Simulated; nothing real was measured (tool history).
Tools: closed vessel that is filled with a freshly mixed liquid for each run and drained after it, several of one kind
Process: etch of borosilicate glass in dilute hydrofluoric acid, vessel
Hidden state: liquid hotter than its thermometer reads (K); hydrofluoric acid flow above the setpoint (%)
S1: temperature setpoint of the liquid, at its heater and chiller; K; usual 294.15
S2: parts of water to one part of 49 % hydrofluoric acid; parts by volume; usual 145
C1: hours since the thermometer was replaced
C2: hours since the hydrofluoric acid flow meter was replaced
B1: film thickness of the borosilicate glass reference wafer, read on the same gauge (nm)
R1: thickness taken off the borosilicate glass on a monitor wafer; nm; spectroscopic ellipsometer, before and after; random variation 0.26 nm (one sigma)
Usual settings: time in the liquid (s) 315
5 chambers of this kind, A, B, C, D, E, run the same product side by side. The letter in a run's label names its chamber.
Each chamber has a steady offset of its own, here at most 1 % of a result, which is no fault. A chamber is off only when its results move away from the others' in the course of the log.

Run 1D, day 0.267: usual settings; C1 1273.4; C2 424.6; B1 59.978. Result: R1 57.865 nm.
Run 2A, day 0.446: usual settings; C1 1978.8; C2 2038; B1 59.996. Result: R1 58.336 nm.
Run 3C, day 0.771: usual settings; C1 839.8; C2 1780.2; B1 60.006. Result: R1 58.978 nm.
Run 4B, day 1.162: usual settings; C1 1010.8; C2 1015.4; B1 60.02. Result: R1 59.036 nm.
Run 5E, day 1.354: usual settings; C1 930.7; C2 513.5; B1 59.994. Result: R1 58.688 nm.
Run 6A, day 1.55: usual settings; C1 2005.3; C2 2064.5; B1 60.011. Result: R1 58.004 nm.
At day 1.579: chamber D: thermometer replaced.
At day 1.708: chamber B: hydrofluoric acid flow meter replaced.
Run 7C, day 1.771: usual settings; C1 863.8; C2 1804.2; B1 60.015. Result: R1 58.759 nm.
Run 8E, day 1.975: usual settings; C1 945.6; C2 528.4; B1 60.006. Result: R1 58.705 nm.
Run 9D, day 2.288: usual settings; C1 17; C2 473.1; B1 60. Result: R1 58.054 nm.
Run 10B, day 2.646: usual settings; C1 1046.4; C2 22.6; B1 60.005. Result: R1 58.517 nm.
Run 11B, day 2.904: usual settings; C1 1052.6; C2 28.8; B1 60.005. Result: R1 58.465 nm.
Run 12A, day 3.25: usual settings; C1 2046.1; C2 2105.3; B1 59.988. Result: R1 57.951 nm.
Run 13C, day 3.462: usual settings; C1 904.4; C2 1844.8; B1 59.985. Result: R1 58.579 nm.
Run 14E, day 3.808: usual settings; C1 989.6; C2 572.4; B1 60.003. Result: R1 59.248 nm.
Run 15D, day 4.117: usual settings; C1 60.9; C2 517; B1 59.993. Result: R1 57.788 nm.
Run 16C, day 4.392: usual settings but time in the liquid (s) 155; C1 926.7; C2 1867.1; B1 59.986. Result: R1 28.973 nm.
At day 4.517: chamber C: thermometer replaced.
Run 17E, day 4.717: usual settings but time in the liquid (s) 155; C1 1011.4; C2 594.2; B1 60.014. Result: R1 28.795 nm.
Run 18D, day 4.958: usual settings but time in the liquid (s) 155; C1 81.1; C2 537.2; B1 59.99. Result: R1 28.651 nm.
Run 19A, day 5.267: usual settings but time in the liquid (s) 155; C1 2094.5; C2 2153.7; B1 59.995. Result: R1 28.59 nm.
Run 20B, day 5.454: usual settings but time in the liquid (s) 155; C1 1113.8; C2 90; B1 60.001. Result: R1 28.849 nm.
Run 21B, day 5.792: usual settings; C1 1121.9; C2 98.1; B1 60.003. Result: R1 58.372 nm.
Run 22A, day 6.104: usual settings; C1 2114.6; C2 2173.8; B1 59.984. Result: R1 57.984 nm.
Run 23E, day 6.433: usual settings; C1 1052.6; C2 635.4; B1 60.017. Result: R1 58.83 nm.
Run 24D, day 6.725: usual settings; C1 123.5; C2 579.6; B1 60.019. Result: R1 58.876 nm.
Run 25C, day 7.096: usual settings; C1 62; C2 1932; B1 60.012. Result: R1 58.651 nm.
Run 26A, day 7.362: usual settings; C1 2144.8; C2 2204; B1 60.001. Result: R1 57.984 nm.
Run 27E, day 7.729: usual settings but S2 100 parts by volume; C1 1083.7; C2 666.5; B1 59.998. Result: R1 88.895 nm.
Run 28C, day 8.008: usual settings but S2 100 parts by volume; C1 83.9; C2 1953.9; B1 59.999. Result: R1 89.421 nm.
Run 29B, day 8.296: usual settings but S2 100 parts by volume; C1 1182; C2 158.2; B1 59.995. Result: R1 88.504 nm.
Run 30D, day 8.633: usual settings but S2 100 parts by volume; C1 169.3; C2 625.4; B1 59.993. Result: R1 91.542 nm.
Run 31D, day 8.821: usual settings but S2 100 parts by volume; C1 173.8; C2 629.9; B1 60.01. Result: R1 91.876 nm.
Run 32A, day 9.008: usual settings; C1 2184.3; C2 2243.5; B1 59.995. Result: R1 58.194 nm.
Run 33C, day 9.4: usual settings; C1 117.3; C2 1987.3; B1 60.008. Result: R1 58.705 nm.
Run 34E, day 9.579: usual settings but S2 190 parts by volume, time in the liquid (s) 480; C1 1128.1; C2 710.9; B1 59.99. Result: R1 66.088 nm.
Run 35B, day 9.912: usual settings but S2 190 parts by volume, time in the liquid (s) 480; C1 1220.8; C2 197; B1 59.994. Result: R1 65.605 nm.
Run 36A, day 10.175: usual settings but S2 190 parts by volume, time in the liquid (s) 480; C1 2212.3; C2 2271.5; B1 60.035. Result: R1 65.329 nm.
Run 37B, day 10.55: usual settings but S2 190 parts by volume, time in the liquid (s) 480; C1 1236.1; C2 212.3; B1 59.98. Result: R1 64.948 nm.
At day 10.558: chamber C: hydrofluoric acid flow meter replaced.
Run 38D, day 10.85: usual settings but S2 190 parts by volume, time in the liquid (s) 480; C1 222.5; C2 678.6; B1 59.989. Result: R1 67.827 nm.
Run 39C, day 11.125: usual settings; C1 158.7; C2 13.7; B1 60.029. Result: R1 58.477 nm.
Run 40E, day 11.371: usual settings; C1 1171.1; C2 753.9; B1 60.019. Result: R1 59.159 nm.
Run 41B, day 11.688: usual settings but S2 210 parts by volume, time in the liquid (s) 475; C1 1263.4; C2 239.6; B1 60.02. Result: R1 57.575 nm.
Run 42A, day 12.021: usual settings but S2 210 parts by volume, time in the liquid (s) 475; C1 2256.6; C2 2315.8; B1 60.002. Result: R1 57.064 nm.
Run 43D, day 12.375: usual settings but S2 210 parts by volume, time in the liquid (s) 475; C1 259.1; C2 715.2; B1 60.012. Result: R1 60.288 nm.

What goes on in this fleet: one chamber off, a drifting gauge, or nothing beyond the chambers' own small offsets? Name the chamber and the cause, if any.

Chamber D drifts away from the others.
Cause: hydrofluoric acid flow above the setpoint (%) = 5.43.
The log may not tell that from: liquid hotter than its thermometer reads (K).

Here are 4 candidates for chamber D's next run, each the usual settings with a change, their results left as question marks. Which one brings its results back in line with what the others give on the usual settings?
In line means no further than this from the other chambers' mean on the usual settings: R1 0.93 nm
Run 44D-1, day 12.658: usual settings but time in the liquid (s) 300. Result: R1 ?.
Run 44D-2, day 12.658: usual settings but time in the liquid (s) 320. Result: R1 ?.
Run 44D-3, day 12.658: usual settings but time in the liquid (s) 310. Result: R1 ?.
Run 44D-4, day 12.658: usual settings but time in the liquid (s) 330. Result: R1 ?.

The other chambers' mean on the usual settings: R1 58.564 nm
  run      R1
44D-1   58.78
44D-2  62.698
44D-3  60.739
44D-4  64.658
44D-1 brings the chamber back in line.
